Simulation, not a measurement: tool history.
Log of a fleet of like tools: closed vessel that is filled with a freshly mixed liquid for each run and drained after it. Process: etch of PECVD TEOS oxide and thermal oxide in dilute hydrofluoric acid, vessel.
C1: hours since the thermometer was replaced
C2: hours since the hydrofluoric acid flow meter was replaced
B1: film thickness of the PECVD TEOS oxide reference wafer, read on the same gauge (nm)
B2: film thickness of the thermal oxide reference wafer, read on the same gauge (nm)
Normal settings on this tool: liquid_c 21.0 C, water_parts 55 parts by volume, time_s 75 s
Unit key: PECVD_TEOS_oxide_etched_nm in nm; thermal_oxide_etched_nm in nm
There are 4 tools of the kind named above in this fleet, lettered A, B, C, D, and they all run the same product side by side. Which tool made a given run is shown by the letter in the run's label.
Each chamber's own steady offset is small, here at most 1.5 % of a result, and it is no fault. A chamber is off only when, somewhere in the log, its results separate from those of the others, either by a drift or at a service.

Run 1D, hour 4.1: usual settings; C1 371.8; C2 379.9; B1 139.98; B2 40.013. Result: PECVD_TEOS_oxide_etched_nm 29.056 nm, thermal_oxide_etched_nm 6.1346 nm.
Run 2A, hour 8.3: usual settings; C1 1239.3; C2 1880.0; B1 139.94; B2 40.019. Result: PECVD_TEOS_oxide_etched_nm 29.905 nm, thermal_oxide_etched_nm 6.1394 nm.
Run 3C, hour 12.4: usual settings; C1 1380.9; C2 616.6; B1 140.00; B2 39.997. Result: PECVD_TEOS_oxide_etched_nm 29.783 nm, thermal_oxide_etched_nm 6.0706 nm.
Run 4B, hour 16.2: usual settings; C1 280.6; C2 761.7; B1 139.96; B2 40.006. Result: PECVD_TEOS_oxide_etched_nm 30.052 nm, thermal_oxide_etched_nm 6.1184 nm.
Run 5A, hour 19.9: usual settings; C1 1250.9; C2 1891.6; B1 139.97; B2 40.003. Result: PECVD_TEOS_oxide_etched_nm 30.049 nm, thermal_oxide_etched_nm 6.0911 nm.
At hour 20.7: chamber A: hydrofluoric acid flow meter replaced.
Run 6D, hour 21.7: usual settings; C1 389.4; C2 397.5; B1 140.02; B2 39.976. Result: PECVD_TEOS_oxide_etched_nm 29.402 nm, thermal_oxide_etched_nm 6.2312 nm.
Run 7B, hour 25.6: usual settings; C1 290.0; C2 771.1; B1 140.05; B2 39.990. Result: PECVD_TEOS_oxide_etched_nm 30.222 nm, thermal_oxide_etched_nm 6.1800 nm.
Run 8C, hour 28.6: usual settings; C1 1397.1; C2 632.8; B1 140.03; B2 40.024. Result: PECVD_TEOS_oxide_etched_nm 29.708 nm, thermal_oxide_etched_nm 6.0861 nm.
Run 9C, hour 31.1: usual settings but time_s 50 s; C1 1399.6; C2 635.3; B1 139.97; B2 40.019. Result: PECVD_TEOS_oxide_etched_nm 19.886 nm, thermal_oxide_etched_nm 4.0450 nm.
Run 10B, hour 34.5: usual settings but time_s 50 s; C1 298.9; C2 780.0; B1 140.01; B2 40.028. Result: PECVD_TEOS_oxide_etched_nm 20.107 nm, thermal_oxide_etched_nm 4.0790 nm.
Run 11A, hour 37.6: usual settings but time_s 50 s; C1 1268.6; C2 17.0; B1 139.98; B2 40.024. Result: PECVD_TEOS_oxide_etched_nm 19.849 nm, thermal_oxide_etched_nm 4.0783 nm.
Run 12D, hour 41.0: usual settings but time_s 50 s; C1 408.7; C2 416.8; B1 139.96; B2 39.981. Result: PECVD_TEOS_oxide_etched_nm 19.550 nm, thermal_oxide_etched_nm 4.1190 nm.
Run 13B, hour 43.0: usual settings; C1 307.4; C2 788.5; B1 140.04; B2 39.997. Result: PECVD_TEOS_oxide_etched_nm 30.027 nm, thermal_oxide_etched_nm 6.1878 nm.
Run 14D, hour 45.0: usual settings; C1 412.7; C2 420.8; B1 140.01; B2 40.009. Result: PECVD_TEOS_oxide_etched_nm 29.662 nm, thermal_oxide_etched_nm 6.2279 nm.
Run 15C, hour 47.1: usual settings; C1 1415.6; C2 651.3; B1 140.01; B2 39.991. Result: PECVD_TEOS_oxide_etched_nm 29.578 nm, thermal_oxide_etched_nm 6.0725 nm.
Run 16A, hour 49.2: usual settings but water_parts 80 parts by volume, time_s 105 s; C1 1280.2; C2 28.6; B1 140.01; B2 39.999. Result: PECVD_TEOS_oxide_etched_nm 28.186 nm, thermal_oxide_etched_nm 5.7848 nm.
Run 17C, hour 51.8: usual settings but water_parts 80 parts by volume, time_s 105 s; C1 1420.3; C2 656.0; B1 140.03; B2 40.027. Result: PECVD_TEOS_oxide_etched_nm 27.812 nm, thermal_oxide_etched_nm 5.6232 nm.
Run 18A, hour 53.8: usual settings but water_parts 80 parts by volume, time_s 105 s; C1 1284.8; C2 33.2; B1 140.02; B2 40.012. Result: PECVD_TEOS_oxide_etched_nm 28.289 nm, thermal_oxide_etched_nm 5.7685 nm.
Run 19D, hour 56.3: usual settings but water_parts 80 parts by volume, time_s 105 s; C1 424.0; C2 432.1; B1 140.02; B2 40.020. Result: PECVD_TEOS_oxide_etched_nm 27.580 nm, thermal_oxide_etched_nm 5.7707 nm.
Run 20B, hour 58.7: usual settings but liquid_c 17.5 C, water_parts 40 parts by volume; C1 323.1; C2 804.2; B1 140.02; B2 40.011. Result: PECVD_TEOS_oxide_etched_nm 36.432 nm, thermal_oxide_etched_nm 7.3350 nm.
Run 21D, hour 60.8: usual settings but liquid_c 17.5 C, water_parts 40 parts by volume; C1 428.5; C2 436.6; B1 140.01; B2 40.001. Result: PECVD_TEOS_oxide_etched_nm 35.611 nm, thermal_oxide_etched_nm 7.5091 nm.
Run 22A, hour 64.3: usual settings but liquid_c 17.5 C, water_parts 40 parts by volume; C1 1295.3; C2 43.7; B1 139.99; B2 39.970. Result: PECVD_TEOS_oxide_etched_nm 35.827 nm, thermal_oxide_etched_nm 7.3580 nm.
Run 23B, hour 68.4: usual settings but liquid_c 17.5 C, water_parts 40 parts by volume; C1 332.8; C2 813.9; B1 140.03; B2 40.002. Result: PECVD_TEOS_oxide_etched_nm 36.015 nm, thermal_oxide_etched_nm 7.3822 nm.
Run 24C, hour 70.4: usual settings; C1 1438.9; C2 674.6; B1 140.02; B2 39.989. Result: PECVD_TEOS_oxide_etched_nm 29.975 nm, thermal_oxide_etched_nm 6.0610 nm.
Run 25D, hour 72.2: usual settings; C1 439.9; C2 448.0; B1 139.96; B2 40.027. Result: PECVD_TEOS_oxide_etched_nm 29.458 nm, thermal_oxide_etched_nm 6.2073 nm.
Run 26A, hour 74.1: usual settings; C1 1305.1; C2 53.5; B1 139.99; B2 39.985. Result: PECVD_TEOS_oxide_etched_nm 29.951 nm, thermal_oxide_etched_nm 6.1601 nm.
Run 27C, hour 77.8: usual settings; C1 1446.3; C2 682.0; B1 140.00; B2 39.994. Result: PECVD_TEOS_oxide_etched_nm 30.013 nm, thermal_oxide_etched_nm 6.1033 nm.
Run 28B, hour 79.6: usual settings but time_s 45 s; C1 344.0; C2 825.1; B1 140.00; B2 39.971. Result: PECVD_TEOS_oxide_etched_nm 18.130 nm, thermal_oxide_etched_nm 3.6952 nm.
Run 29A, hour 81.5: usual settings but time_s 45 s; C1 1312.5; C2 60.9; B1 139.99; B2 39.984. Result: PECVD_TEOS_oxide_etched_nm 18.088 nm, thermal_oxide_etched_nm 3.7109 nm.
Run 30D, hour 85.1: usual settings but time_s 45 s; C1 452.8; C2 460.9; B1 139.94; B2 39.985. Result: PECVD_TEOS_oxide_etched_nm 17.759 nm, thermal_oxide_etched_nm 3.6898 nm.
Run 31B, hour 88.9: usual settings but time_s 45 s; C1 353.3; C2 834.4; B1 140.00; B2 39.993. Result: PECVD_TEOS_oxide_etched_nm 18.071 nm, thermal_oxide_etched_nm 3.7175 nm.
Run 32C, hour 92.7: usual settings; C1 1461.2; C2 696.9; B1 139.95; B2 40.012. Result: PECVD_TEOS_oxide_etched_nm 29.845 nm, thermal_oxide_etched_nm 6.0347 nm.
Run 33B, hour 96.6: usual settings; C1 361.0; C2 842.1; B1 139.97; B2 39.998. Result: PECVD_TEOS_oxide_etched_nm 30.097 nm, thermal_oxide_etched_nm 6.1012 nm.
Run 34A, hour 99.0: usual settings but time_s 60 s; C1 1330.0; C2 78.4; B1 139.98; B2 40.002. Result: PECVD_TEOS_oxide_etched_nm 24.009 nm, thermal_oxide_etched_nm 4.8993 nm.
Run 35D, hour 102.8: usual settings but time_s 60 s; C1 470.5; C2 478.6; B1 139.99; B2 40.016. Result: PECVD_TEOS_oxide_etched_nm 23.458 nm, thermal_oxide_etched_nm 4.9534 nm.
Run 36C, hour 106.1: usual settings but time_s 60 s; C1 1474.6; C2 710.3; B1 140.04; B2 39.992. Result: PECVD_TEOS_oxide_etched_nm 24.072 nm, thermal_oxide_etched_nm 4.8350 nm.

The same settings go to every chamber for the next run, one line per chamber below. Forecast the results for each:
Run 37A, hour 109.2: usual settings. Result: PECVD_TEOS_oxide_etched_nm ?, thermal_oxide_etched_nm ?.
Run 37B, hour 109.2: usual settings. Result: PECVD_TEOS_oxide_etched_nm ?, thermal_oxide_etched_nm ?.
Run 37C, hour 109.2: usual settings. Result: PECVD_TEOS_oxide_etched_nm ?, thermal_oxide_etched_nm ?.
Run 37D, hour 109.2: usual settings. Result: PECVD_TEOS_oxide_etched_nm ?, thermal_oxide_etched_nm ?.

run  PECVD_TEOS_oxide_etched_nm  thermal_oxide_etched_nm
37A                      30.162                   6.1295
37B                      29.735                   6.1344
37C                      29.952                   5.9626
37D                      29.559                   6.2191
